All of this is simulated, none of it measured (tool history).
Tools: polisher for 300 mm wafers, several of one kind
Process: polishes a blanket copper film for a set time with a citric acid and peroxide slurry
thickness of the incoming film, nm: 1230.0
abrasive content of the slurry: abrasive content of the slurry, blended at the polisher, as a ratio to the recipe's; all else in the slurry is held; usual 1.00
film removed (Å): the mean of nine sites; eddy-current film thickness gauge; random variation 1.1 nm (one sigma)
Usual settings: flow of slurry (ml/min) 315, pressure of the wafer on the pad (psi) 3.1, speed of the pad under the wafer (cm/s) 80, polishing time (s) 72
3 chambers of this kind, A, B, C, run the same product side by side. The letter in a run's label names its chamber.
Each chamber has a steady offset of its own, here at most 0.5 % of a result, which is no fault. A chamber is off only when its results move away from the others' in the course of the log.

run   hour  flow of slurry (ml/min)  pressure of the wafer on the pad (psi)  speed of the pad under the wafer (cm/s)  abrasive content of the slurry  polishing time (s)  wafers polished on this pad  hours since the slurry nozzle was cleaned  hours since the head pressure was calibrated  hours since the slurry blender was calibrated  film removed (Å)
 1A    2.6                      315                                     3.1                                       80                            1.00                  72                          454                                      363.9                                         320.6                                          132.0            1331.0
 2B    6.0                      315                                     3.1                                       80                            1.00                  72                          958                                       40.6                                        1297.8                                          116.4            1305.3
 3C   10.1                      315                                     3.1                                       80                            1.00                  72                          160                                      242.1                                         220.0                                          417.9            1292.1
 4C   14.2                      315                                     3.1                                       80                            1.00                  72                          195                                      246.2                                         224.1                                          422.0            1290.4
      15.3  -- chamber B: worn pad replaced by a new one
 5A   17.3                      315                                     3.1                                       80                            1.00                  72                          581                                      378.6                                         335.3                                          146.7            1320.5
 6B   22.6                      315                                     3.1                                       80                            1.00                  72                           63                                       57.2                                        1314.4                                          133.0            1322.7
 7B   25.1                      315                                     3.1                                       80                            1.00                  72                           85                                       59.7                                        1316.9                                          135.5            1301.9
 8C   28.1                      315                                     3.1                                       80                            1.00                  72                          315                                      260.1                                         238.0                                          435.9            1285.9
 9A   30.9                      315                                     3.1                                       80                            1.00                  72                          699                                      392.2                                         348.9                                          160.3            1300.0
10C   34.5                      315                                     3.1                                       80                            1.00                  72                          371                                      266.5                                         244.4                                          442.3            1323.0
11B   39.6                      315                                     3.1                                       80                            1.00                  72                          210                                       74.2                                        1331.4                                          150.0            1305.4
12A   42.4                      315                                     3.1                                       80                            1.00                  72                          798                                      403.7                                         360.4                                          171.8            1313.1
      44.8  -- chamber C: slurry blender recalibrated
13C   47.5                      315                                     3.1                                       80                            1.00                  72                          483                                      279.5                                         257.4                                            2.7            1295.1
14B   50.6                      315                                     3.1                                       80                            1.00                  72                          305                                       85.2                                        1342.4                                          161.0            1304.0
15A   55.0                      315                                     3.1                                       80                            1.00                  72                          907                                      416.3                                         373.0                                          184.4            1302.2
      55.7  -- chamber B: head pressure recalibrated
      56.4  -- chamber C: worn pad replaced by a new one
      56.8  -- chamber C: slurry nozzle cleaned
16B   60.1                      315                                     3.1                                      104                            1.00                  54                          387                                       94.7                                           4.4                                          170.5            1386.1
17A   64.7                      315                                     3.1                                      104                            1.00                  54                          991                                      426.0                                         382.7                                          194.1            1248.6
18C   67.4                      315                                     3.1                                      104                            1.00                  54                           95                                       10.7                                         277.3                                           22.6            1269.2
19B   69.9                      315                                     3.1                                       80                            1.00                  72                          472                                      104.5                                          14.2                                          180.3            1419.6
20C   73.2                      315                                     3.1                                       80                            1.00                  72                          145                                       16.5                                         283.1                                           28.4            1298.0
      75.4  -- chamber A: worn pad replaced by a new one
21A   78.0                      315                                     3.1                                       80                            1.15                  72                           22                                      439.3                                         396.0                                          207.4            1331.0
      79.9  -- chamber B: slurry blender recalibrated
22C   83.3                      315                                     3.1                                       80                            1.15                  72                          233                                       26.6                                         293.2                                           38.5            1342.6
23A   86.6                      315                                     3.1                                       80                            1.15                  72                           97                                      447.9                                         404.6                                          216.0            1349.4
24B   89.3                      315                                     3.1                                       98                            1.00                  55                          640                                      123.9                                          33.6                                            9.5            1301.2
25A   93.0                      315                                     3.1                                       98                            1.00                  55                          152                                      454.3                                         411.0                                          222.4            1202.8
26B   96.1                      315                                     3.1                                       98                            1.00                  55                          699                                      130.7                                          40.4                                           16.3            1323.0
27C  100.9                      315                                     3.1                                       80                            1.00                  72                          385                                       44.2                                         310.8                                           56.1            1305.3
28B  103.8                      315                                     3.1                                       80                            1.00                  72                          765                                      138.4                                          48.1                                           24.0            1444.8
29A  106.6                      315                                     3.1                                       80                            1.00                  72                          270                                      467.9                                         424.6                                          236.0            1301.8
30C  110.0                      315                                     3.1                                       80                            1.00                  72                          464                                       53.3                                         319.9                                           65.2            1303.0
31A  113.6                      315                                     3.1                                       80                            1.00                  72                          330                                      474.9                                         431.6                                          243.0            1304.3
32B  117.1                      315                                     3.1                                       80                            1.00                  72                          880                                      151.7                                          61.4                                           37.3            1403.6
33C  119.9                      315                                     3.1                                       80                            1.00                  72                          549                                       63.2                                         329.8                                           75.1            1306.9

Is one chamber off against the others, does the gauge drift, or is nothing wrong? If a chamber is off, say which, and what the likeliest cause is.

A service left chamber B off against the others.
Cause: head's pressure above its setpoint, % = 8.06.

Here are 4 candidates for chamber B's next run, each the usual settings with a change, their results left as question marks. Which one brings its results back in line with what the others give on the usual settings?
In line means no further than this from the other chambers' mean on the usual settings: film removed (Å) 38.0
34B-1  123.8                      315                                     3.1                                       80                            1.00                  83                                                                                                                                                                                      ?
34B-2  123.8                      220                                     3.1                                       80                            0.60                  72                                                                                                                                                                                      ?
34B-3  123.8                      315                                     3.1                                       80                            1.00                  78                                                                                                                                                                                      ?
34B-4  123.8                      315                                     3.0                                       78                            1.00                  70                                                                                                                                                                                      ?

The other chambers' mean on the usual settings: film removed (Å) 1300.4
  run  film removed (Å)
34B-1            1637.9
34B-2            1232.3
34B-3            1539.3
34B-4            1305.0
34B-4 brings the chamber back in line.

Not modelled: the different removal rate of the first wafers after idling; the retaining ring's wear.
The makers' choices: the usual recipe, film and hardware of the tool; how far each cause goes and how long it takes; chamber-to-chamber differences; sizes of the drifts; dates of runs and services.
